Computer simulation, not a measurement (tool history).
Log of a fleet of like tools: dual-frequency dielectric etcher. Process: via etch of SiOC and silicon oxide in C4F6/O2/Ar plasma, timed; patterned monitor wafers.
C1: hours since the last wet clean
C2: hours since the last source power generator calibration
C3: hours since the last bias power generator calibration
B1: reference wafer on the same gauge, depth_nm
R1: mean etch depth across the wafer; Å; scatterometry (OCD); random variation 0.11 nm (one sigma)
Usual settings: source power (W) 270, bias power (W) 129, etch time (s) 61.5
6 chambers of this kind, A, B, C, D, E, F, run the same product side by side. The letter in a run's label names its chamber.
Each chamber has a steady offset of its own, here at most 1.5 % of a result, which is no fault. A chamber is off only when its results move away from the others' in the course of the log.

run 1E hour=8.2 | source_power_(W)=270 bias_power_(W)=129 etch_time_(s)=61.5 | C1=90.6 C2=774 C3=1112.9 | B1=61.544 | R1=537.6
run 2D hour=16.4 | source_power_(W)=270 bias_power_(W)=129 etch_time_(s)=61.5 | C1=314.9 C2=3578.3 C3=939.7 | B1=61.506 | R1=530.18
run 3A hour=24.8 | source_power_(W)=270 bias_power_(W)=129 etch_time_(s)=61.5 | C1=255.6 C2=405 C3=1507.1 | B1=61.485 | R1=535.54
run 4B hour=35.3 | source_power_(W)=270 bias_power_(W)=129 etch_time_(s)=61.5 | C1=132.6 C2=1596.9 C3=1439.3 | B1=61.483 | R1=538.61
run 5F hour=41.1 | source_power_(W)=270 bias_power_(W)=129 etch_time_(s)=61.5 | C1=295.6 C2=3412.3 C3=3557.1 | B1=61.498 | R1=537.89
run 6C hour=46.1 | source_power_(W)=270 bias_power_(W)=129 etch_time_(s)=61.5 | C1=254.8 C2=2519.3 C3=1441.7 | B1=61.499 | R1=537.28
run 7B hour=55.2 | source_power_(W)=270 bias_power_(W)=129 etch_time_(s)=61.5 | C1=152.5 C2=1616.8 C3=1459.2 | B1=61.477 | R1=539.76
run 8A hour=65 | source_power_(W)=270 bias_power_(W)=129 etch_time_(s)=61.5 | C1=295.8 C2=445.2 C3=1547.3 | B1=61.476 | R1=536.15
run 9F hour=74.7 | source_power_(W)=270 bias_power_(W)=129 etch_time_(s)=61.5 | C1=329.2 C2=3445.9 C3=3590.7 | B1=61.51 | R1=537.91
run 10D hour=84.9 | source_power_(W)=270 bias_power_(W)=129 etch_time_(s)=61.5 | C1=383.4 C2=3646.8 C3=1008.2 | B1=61.484 | R1=529.33
run 11C hour=92.5 | source_power_(W)=270 bias_power_(W)=129 etch_time_(s)=61.5 | C1=301.2 C2=2565.7 C3=1488.1 | B1=61.509 | R1=538.37
run 12E hour=101 | source_power_(W)=270 bias_power_(W)=129 etch_time_(s)=61.5 | C1=183.4 C2=866.8 C3=1205.7 | B1=61.515 | R1=539.38
run 13B hour=109.9 | source_power_(W)=270 bias_power_(W)=129 etch_time_(s)=61.5 | C1=207.2 C2=1671.5 C3=1513.9 | B1=61.496 | R1=538.8
run 14E hour=114.5 | source_power_(W)=270 bias_power_(W)=129 etch_time_(s)=61.5 | C1=196.9 C2=880.3 C3=1219.2 | B1=61.486 | R1=539.9
run 15C hour=122.8 | source_power_(W)=270 bias_power_(W)=129 etch_time_(s)=61.5 | C1=331.5 C2=2596 C3=1518.4 | B1=61.482 | R1=537.02
run 16A hour=131.6 | source_power_(W)=270 bias_power_(W)=129 etch_time_(s)=61.5 | C1=362.4 C2=511.8 C3=1613.9 | B1=61.497 | R1=536.26
run 17F hour=138.8 | source_power_(W)=270 bias_power_(W)=129 etch_time_(s)=61.5 | C1=393.3 C2=3510 C3=3654.8 | B1=61.528 | R1=536.51
run 18D hour=148.2 | source_power_(W)=270 bias_power_(W)=129 etch_time_(s)=61.5 | C1=446.7 C2=3710.1 C3=1071.5 | B1=61.484 | R1=525.7
run 19B hour=153.8 | source_power_(W)=340 bias_power_(W)=129 etch_time_(s)=72 | C1=251.1 C2=1715.4 C3=1557.8 | B1=61.522 | R1=688.83
run 20F hour=164.4 | source_power_(W)=340 bias_power_(W)=129 etch_time_(s)=72 | C1=418.9 C2=3535.6 C3=3680.4 | B1=61.499 | R1=687.45
run 21C hour=172 | source_power_(W)=340 bias_power_(W)=129 etch_time_(s)=72 | C1=380.7 C2=2645.2 C3=1567.6 | B1=61.489 | R1=685.01
run 22E hour=180.8 | source_power_(W)=340 bias_power_(W)=129 etch_time_(s)=72 | C1=263.2 C2=946.6 C3=1285.5 | B1=61.515 | R1=693.58
run 23A hour=187.9 | source_power_(W)=340 bias_power_(W)=129 etch_time_(s)=72 | C1=418.7 C2=568.1 C3=1670.2 | B1=61.479 | R1=685.93
run 24D hour=198.2 | source_power_(W)=340 bias_power_(W)=129 etch_time_(s)=72 | C1=496.7 C2=3760.1 C3=1121.5 | B1=61.487 | R1=675.11
run 25D hour=203.7 | source_power_(W)=270 bias_power_(W)=129 etch_time_(s)=61.5 | C1=502.2 C2=3765.6 C3=1127 | B1=61.525 | R1=523.61
run 26E hour=208.9 | source_power_(W)=270 bias_power_(W)=129 etch_time_(s)=61.5 | C1=291.3 C2=974.7 C3=1313.6 | B1=61.502 | R1=539.09
run 27B hour=215.6 | source_power_(W)=270 bias_power_(W)=129 etch_time_(s)=61.5 | C1=312.9 C2=1777.2 C3=1619.6 | B1=61.512 | R1=538.9
run 28A hour=220.5 | source_power_(W)=270 bias_power_(W)=100 etch_time_(s)=61.5 | C1=451.3 C2=600.7 C3=1702.8 | B1=61.501 | R1=495.88
-- hour=228.9 chamber F: wet clean of the chamber
run 29C hour=230.7 | source_power_(W)=270 bias_power_(W)=100 etch_time_(s)=61.5 | C1=439.4 C2=2703.9 C3=1626.3 | B1=61.496 | R1=497.71
run 30F hour=238.6 | source_power_(W)=270 bias_power_(W)=100 etch_time_(s)=61.5 | C1=9.8 C2=3609.8 C3=3754.6 | B1=61.5 | R1=499.12
run 31C hour=244.6 | source_power_(W)=270 bias_power_(W)=100 etch_time_(s)=61.5 | C1=453.3 C2=2717.8 C3=1640.2 | B1=61.507 | R1=494.44
run 32A hour=251.4 | source_power_(W)=270 bias_power_(W)=100 etch_time_(s)=61.5 | C1=482.2 C2=631.6 C3=1733.7 | B1=61.495 | R1=496.15
run 33D hour=256.8 | source_power_(W)=270 bias_power_(W)=100 etch_time_(s)=61.5 | C1=555.3 C2=3818.7 C3=1180.1 | B1=61.505 | R1=483.91
run 34B hour=267.2 | source_power_(W)=270 bias_power_(W)=129 etch_time_(s)=61.5 | C1=364.5 C2=1828.8 C3=1671.2 | B1=61.488 | R1=538.95
run 35F hour=272.6 | source_power_(W)=270 bias_power_(W)=129 etch_time_(s)=61.5 | C1=43.8 C2=3643.8 C3=3788.6 | B1=61.479 | R1=539.81
run 36E hour=278 | source_power_(W)=270 bias_power_(W)=129 etch_time_(s)=61.5 | C1=360.4 C2=1043.8 C3=1382.7 | B1=61.489 | R1=538.57
run 37A hour=285.6 | source_power_(W)=270 bias_power_(W)=129 etch_time_(s)=61.5 | C1=516.4 C2=665.8 C3=1767.9 | B1=61.54 | R1=537.12
run 38B hour=290.8 | source_power_(W)=270 bias_power_(W)=129 etch_time_(s)=61.5 | C1=388.1 C2=1852.4 C3=1694.8 | B1=61.506 | R1=538.99

Next, every chamber runs the same settings. What will each give?
run 39A hour=298.4 | source_power_(W)=270 bias_power_(W)=129 etch_time_(s)=46 | R1=?
run 39B hour=298.4 | source_power_(W)=270 bias_power_(W)=129 etch_time_(s)=46 | R1=?
run 39C hour=298.4 | source_power_(W)=270 bias_power_(W)=129 etch_time_(s)=46 | R1=?
run 39D hour=298.4 | source_power_(W)=270 bias_power_(W)=129 etch_time_(s)=46 | R1=?
run 39E hour=298.4 | source_power_(W)=270 bias_power_(W)=129 etch_time_(s)=46 | R1=?
run 39F hour=298.4 | source_power_(W)=270 bias_power_(W)=129 etch_time_(s)=46 | R1=?

run=39A R1=399.48
run=39B R1=401.46
run=39C R1=401.36
run=39D R1=389.25
run=39E R1=404.07
run=39F R1=403.54

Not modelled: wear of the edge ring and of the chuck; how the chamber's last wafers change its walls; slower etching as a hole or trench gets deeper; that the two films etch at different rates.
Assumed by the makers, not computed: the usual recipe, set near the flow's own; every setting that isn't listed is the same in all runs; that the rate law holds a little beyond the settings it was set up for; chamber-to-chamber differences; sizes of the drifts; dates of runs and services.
